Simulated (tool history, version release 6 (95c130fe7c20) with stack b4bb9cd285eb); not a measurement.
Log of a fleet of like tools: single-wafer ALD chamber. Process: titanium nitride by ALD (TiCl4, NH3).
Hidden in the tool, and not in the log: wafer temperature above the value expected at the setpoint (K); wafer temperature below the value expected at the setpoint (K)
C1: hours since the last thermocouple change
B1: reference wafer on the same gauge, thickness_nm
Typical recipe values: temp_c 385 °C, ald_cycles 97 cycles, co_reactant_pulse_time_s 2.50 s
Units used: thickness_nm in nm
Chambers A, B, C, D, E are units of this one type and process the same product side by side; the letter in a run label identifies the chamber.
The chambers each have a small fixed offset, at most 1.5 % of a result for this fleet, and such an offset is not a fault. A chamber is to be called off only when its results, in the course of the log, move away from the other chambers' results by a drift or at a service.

{"run": "1B", "day": 0.421, "temp_c": 385, "ald_cycles": 97, "co_reactant_pulse_time_s": 2.5, "C1": 550.0, "B1": 1.9322, "thickness_nm": 2.1179}
{"run": "2A", "day": 0.746, "temp_c": 385, "ald_cycles": 97, "co_reactant_pulse_time_s": 2.5, "C1": 540.4, "B1": 1.9326, "thickness_nm": 2.151}
{"run": "3E", "day": 1.254, "temp_c": 385, "ald_cycles": 97, "co_reactant_pulse_time_s": 2.5, "C1": 443.2, "B1": 1.9306, "thickness_nm": 2.1653}
{"run": "4D", "day": 1.625, "temp_c": 385, "ald_cycles": 97, "co_reactant_pulse_time_s": 2.5, "C1": 1082.0, "B1": 1.9298, "thickness_nm": 2.1189}
{"run": "5C", "day": 2.046, "temp_c": 385, "ald_cycles": 97, "co_reactant_pulse_time_s": 2.5, "C1": 1197.1, "B1": 1.9298, "thickness_nm": 2.1085}
{"run": "6D", "day": 2.512, "temp_c": 385, "ald_cycles": 97, "co_reactant_pulse_time_s": 2.5, "C1": 1103.3, "B1": 1.93, "thickness_nm": 2.1332}
{"run": "7B", "day": 3.096, "temp_c": 385, "ald_cycles": 97, "co_reactant_pulse_time_s": 2.5, "C1": 614.2, "B1": 1.9295, "thickness_nm": 2.1112}
{"run": "8E", "day": 3.679, "temp_c": 385, "ald_cycles": 97, "co_reactant_pulse_time_s": 2.5, "C1": 501.4, "B1": 1.93, "thickness_nm": 2.1687}
{"run": "9C", "day": 3.946, "temp_c": 385, "ald_cycles": 97, "co_reactant_pulse_time_s": 2.5, "C1": 1242.7, "B1": 1.9301, "thickness_nm": 2.0949}
{"run": "10A", "day": 4.454, "temp_c": 385, "ald_cycles": 97, "co_reactant_pulse_time_s": 2.5, "C1": 629.4, "B1": 1.9312, "thickness_nm": 2.142}
{"run": "11D", "day": 5.075, "temp_c": 385, "ald_cycles": 97, "co_reactant_pulse_time_s": 2.5, "C1": 1164.8, "B1": 1.9291, "thickness_nm": 2.1287}
{"run": "12C", "day": 5.45, "temp_c": 385, "ald_cycles": 97, "co_reactant_pulse_time_s": 2.5, "C1": 1278.8, "B1": 1.9308, "thickness_nm": 2.1066}
{"run": "13A", "day": 6.05, "temp_c": 385, "ald_cycles": 97, "co_reactant_pulse_time_s": 2.5, "C1": 667.7, "B1": 1.9279, "thickness_nm": 2.1284}
{"run": "14B", "day": 6.379, "temp_c": 385, "ald_cycles": 97, "co_reactant_pulse_time_s": 2.5, "C1": 693.0, "B1": 1.931, "thickness_nm": 2.1225}
{"run": "15E", "day": 6.938, "temp_c": 385, "ald_cycles": 97, "co_reactant_pulse_time_s": 2.5, "C1": 579.6, "B1": 1.9294, "thickness_nm": 2.147}
{"run": "16B", "day": 7.442, "temp_c": 385, "ald_cycles": 97, "co_reactant_pulse_time_s": 2.5, "C1": 718.5, "B1": 1.9301, "thickness_nm": 2.1252}
{"run": "17D", "day": 7.85, "temp_c": 385, "ald_cycles": 80, "co_reactant_pulse_time_s": 3.46, "C1": 1231.4, "B1": 1.9283, "thickness_nm": 1.7838}
{"run": "18C", "day": 8.342, "temp_c": 385, "ald_cycles": 80, "co_reactant_pulse_time_s": 3.46, "C1": 1348.2, "B1": 1.9305, "thickness_nm": 1.7601}
{"run": "19E", "day": 8.692, "temp_c": 385, "ald_cycles": 80, "co_reactant_pulse_time_s": 3.46, "C1": 621.7, "B1": 1.9298, "thickness_nm": 1.8073}
{"run": "20A", "day": 9.238, "temp_c": 385, "ald_cycles": 80, "co_reactant_pulse_time_s": 3.46, "C1": 744.2, "B1": 1.93, "thickness_nm": 1.7893}
{"run": "21B", "day": 9.504, "temp_c": 385, "ald_cycles": 80, "co_reactant_pulse_time_s": 3.46, "C1": 768.0, "B1": 1.9298, "thickness_nm": 1.7659}
{"run": "22A", "day": 9.825, "temp_c": 385, "ald_cycles": 97, "co_reactant_pulse_time_s": 2.5, "C1": 758.3, "B1": 1.9309, "thickness_nm": 2.1423}
{"run": "23C", "day": 10.179, "temp_c": 385, "ald_cycles": 97, "co_reactant_pulse_time_s": 2.5, "C1": 1392.3, "B1": 1.9281, "thickness_nm": 2.1055}
{"run": "24D", "day": 10.596, "temp_c": 385, "ald_cycles": 97, "co_reactant_pulse_time_s": 2.5, "C1": 1297.3, "B1": 1.9312, "thickness_nm": 2.1264}
{"run": "25E", "day": 11.088, "temp_c": 385, "ald_cycles": 97, "co_reactant_pulse_time_s": 2.5, "C1": 679.2, "B1": 1.9291, "thickness_nm": 2.1707}
{"run": "26C", "day": 11.433, "temp_c": 385, "ald_cycles": 97, "co_reactant_pulse_time_s": 2.5, "C1": 1422.4, "B1": 1.9271, "thickness_nm": 2.1055}
{"run": "27D", "day": 11.983, "temp_c": 385, "ald_cycles": 103, "co_reactant_pulse_time_s": 2.06, "C1": 1330.6, "B1": 1.9306, "thickness_nm": 2.2383}
{"run": "28A", "day": 12.329, "temp_c": 385, "ald_cycles": 103, "co_reactant_pulse_time_s": 2.06, "C1": 818.4, "B1": 1.9318, "thickness_nm": 2.2506}
{"run": "29E", "day": 12.775, "temp_c": 385, "ald_cycles": 103, "co_reactant_pulse_time_s": 2.06, "C1": 719.7, "B1": 1.9313, "thickness_nm": 2.2785}
{"run": "30B", "day": 13.388, "temp_c": 385, "ald_cycles": 103, "co_reactant_pulse_time_s": 2.06, "C1": 861.2, "B1": 1.931, "thickness_nm": 2.2125}
{"run": "31E", "day": 13.704, "temp_c": 385, "ald_cycles": 103, "co_reactant_pulse_time_s": 2.06, "C1": 742.0, "B1": 1.9291, "thickness_nm": 2.2661}
{"run": "32C", "day": 14.112, "temp_c": 396, "ald_cycles": 97, "co_reactant_pulse_time_s": 2.5, "C1": 1486.7, "B1": 1.931, "thickness_nm": 2.1356}
{"run": "33A", "day": 14.662, "temp_c": 396, "ald_cycles": 97, "co_reactant_pulse_time_s": 2.5, "C1": 874.4, "B1": 1.9303, "thickness_nm": 2.1544}
{"run": "34B", "day": 15.079, "temp_c": 396, "ald_cycles": 97, "co_reactant_pulse_time_s": 2.5, "C1": 901.8, "B1": 1.9296, "thickness_nm": 2.1188}
{"run": "35D", "day": 15.404, "temp_c": 396, "ald_cycles": 97, "co_reactant_pulse_time_s": 2.5, "C1": 1412.7, "B1": 1.9297, "thickness_nm": 2.1409}
{"run": "36C", "day": 15.892, "temp_c": 396, "ald_cycles": 97, "co_reactant_pulse_time_s": 2.5, "C1": 1529.4, "B1": 1.9283, "thickness_nm": 2.1357}
{"run": "37D", "day": 16.312, "temp_c": 385, "ald_cycles": 97, "co_reactant_pulse_time_s": 1.75, "C1": 1434.5, "B1": 1.931, "thickness_nm": 2.0812}
{"run": "38A", "day": 16.612, "temp_c": 385, "ald_cycles": 97, "co_reactant_pulse_time_s": 1.75, "C1": 921.2, "B1": 1.9288, "thickness_nm": 2.1102}
{"run": "39B", "day": 16.954, "temp_c": 385, "ald_cycles": 97, "co_reactant_pulse_time_s": 1.75, "C1": 946.8, "B1": 1.9301, "thickness_nm": 2.0679}
{"run": "40E", "day": 17.275, "temp_c": 385, "ald_cycles": 97, "co_reactant_pulse_time_s": 1.75, "C1": 827.7, "B1": 1.9302, "thickness_nm": 2.115}
{"run": "41D", "day": 17.621, "temp_c": 385, "ald_cycles": 97, "co_reactant_pulse_time_s": 1.75, "C1": 1465.9, "B1": 1.9308, "thickness_nm": 2.0893}
{"run": "42A", "day": 17.967, "temp_c": 385, "ald_cycles": 97, "co_reactant_pulse_time_s": 2.5, "C1": 953.7, "B1": 1.9297, "thickness_nm": 2.1429}
{"run": "43B", "day": 18.271, "temp_c": 385, "ald_cycles": 97, "co_reactant_pulse_time_s": 1.94, "C1": 978.4, "B1": 1.9301, "thickness_nm": 2.0777}

Does one chamber stand apart from the rest, does the shared gauge drift, or is all well apart from small per-chamber offsets? Give the chamber and the most likely cause, where there is one.

The fleet is healthy, with each chamber sitting at its usual small offset and no drift in the gauge.
